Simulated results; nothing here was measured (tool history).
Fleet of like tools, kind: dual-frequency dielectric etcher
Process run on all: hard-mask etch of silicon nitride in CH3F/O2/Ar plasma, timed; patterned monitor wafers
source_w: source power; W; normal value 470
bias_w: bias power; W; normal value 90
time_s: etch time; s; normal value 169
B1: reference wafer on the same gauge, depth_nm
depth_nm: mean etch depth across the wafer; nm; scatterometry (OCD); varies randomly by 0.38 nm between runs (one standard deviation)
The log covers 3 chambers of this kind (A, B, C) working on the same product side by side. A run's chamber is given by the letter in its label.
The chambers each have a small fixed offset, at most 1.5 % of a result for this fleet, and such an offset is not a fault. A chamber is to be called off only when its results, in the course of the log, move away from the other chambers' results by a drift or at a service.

run 1B hour=7.8 | source_w=470 bias_w=90 time_s=169 | B1=113.04 | depth_nm=134.59
run 2A hour=15.3 | source_w=470 bias_w=90 time_s=169 | B1=113 | depth_nm=136.64
run 3C hour=24.6 | source_w=470 bias_w=90 time_s=169 | B1=112.98 | depth_nm=136.65
run 4A hour=32.1 | source_w=470 bias_w=90 time_s=169 | B1=113.03 | depth_nm=135.75
run 5C hour=39 | source_w=470 bias_w=90 time_s=169 | B1=112.95 | depth_nm=135.72
run 6B hour=43.7 | source_w=470 bias_w=90 time_s=169 | B1=112.96 | depth_nm=134.43
run 7A hour=51.8 | source_w=470 bias_w=90 time_s=169 | B1=113.08 | depth_nm=136.12
run 8B hour=61.4 | source_w=470 bias_w=90 time_s=169 | B1=112.96 | depth_nm=134.43
run 9C hour=69.5 | source_w=470 bias_w=90 time_s=169 | B1=112.96 | depth_nm=135.86
run 10C hour=77.2 | source_w=470 bias_w=90 time_s=169 | B1=113.02 | depth_nm=135.98
run 11A hour=86.2 | source_w=580 bias_w=98 time_s=169 | B1=112.89 | depth_nm=152.16
run 12B hour=91.2 | source_w=580 bias_w=98 time_s=169 | B1=113.01 | depth_nm=150.9
run 13A hour=99.4 | source_w=580 bias_w=98 time_s=169 | B1=113.06 | depth_nm=151.82
-- hour=99.8 chamber B: wet clean of the chamber
run 14C hour=107.9 | source_w=470 bias_w=90 time_s=169 | B1=113.01 | depth_nm=135.88
run 15B hour=113.1 | source_w=470 bias_w=90 time_s=169 | B1=113.01 | depth_nm=139.35
run 16B hour=123 | source_w=470 bias_w=90 time_s=169 | B1=112.9 | depth_nm=138.93
run 17C hour=129.5 | source_w=470 bias_w=90 time_s=169 | B1=113.07 | depth_nm=136.15
run 18A hour=137 | source_w=470 bias_w=76 time_s=169 | B1=113.03 | depth_nm=128.28
run 19B hour=147.3 | source_w=470 bias_w=76 time_s=169 | B1=113.01 | depth_nm=131.31
run 20C hour=155.2 | source_w=470 bias_w=76 time_s=169 | B1=113.03 | depth_nm=128.04
run 21A hour=163.7 | source_w=470 bias_w=90 time_s=169 | B1=112.99 | depth_nm=136.23
run 22C hour=170.5 | source_w=470 bias_w=90 time_s=169 | B1=112.93 | depth_nm=135.94
run 23A hour=180.6 | source_w=470 bias_w=90 time_s=169 | B1=112.91 | depth_nm=135.97
run 24B hour=188.7 | source_w=470 bias_w=73 time_s=203.5 | B1=112.98 | depth_nm=156.57
run 25A hour=197.8 | source_w=470 bias_w=73 time_s=203.5 | B1=112.97 | depth_nm=152.51
run 26C hour=205.1 | source_w=470 bias_w=73 time_s=203.5 | B1=112.96 | depth_nm=151.94
run 27B hour=210.7 | source_w=470 bias_w=90 time_s=169 | B1=112.93 | depth_nm=139.31
run 28B hour=215.4 | source_w=470 bias_w=90 time_s=169 | B1=112.92 | depth_nm=140.37
run 29C hour=222.7 | source_w=470 bias_w=90 time_s=169 | B1=113.01 | depth_nm=135.59
run 30A hour=227.9 | source_w=570 bias_w=79 time_s=169 | B1=113 | depth_nm=140.49

Each of the 3 chambers runs these same settings next. Fill in every chamber's results:
run 31A hour=235.3 | source_w=470 bias_w=77 time_s=169 | depth_nm=?
run 31B hour=235.3 | source_w=470 bias_w=77 time_s=169 | depth_nm=?
run 31C hour=235.3 | source_w=470 bias_w=77 time_s=169 | depth_nm=?

run=31A depth_nm=129.43
run=31B depth_nm=131.62
run=31C depth_nm=127.85

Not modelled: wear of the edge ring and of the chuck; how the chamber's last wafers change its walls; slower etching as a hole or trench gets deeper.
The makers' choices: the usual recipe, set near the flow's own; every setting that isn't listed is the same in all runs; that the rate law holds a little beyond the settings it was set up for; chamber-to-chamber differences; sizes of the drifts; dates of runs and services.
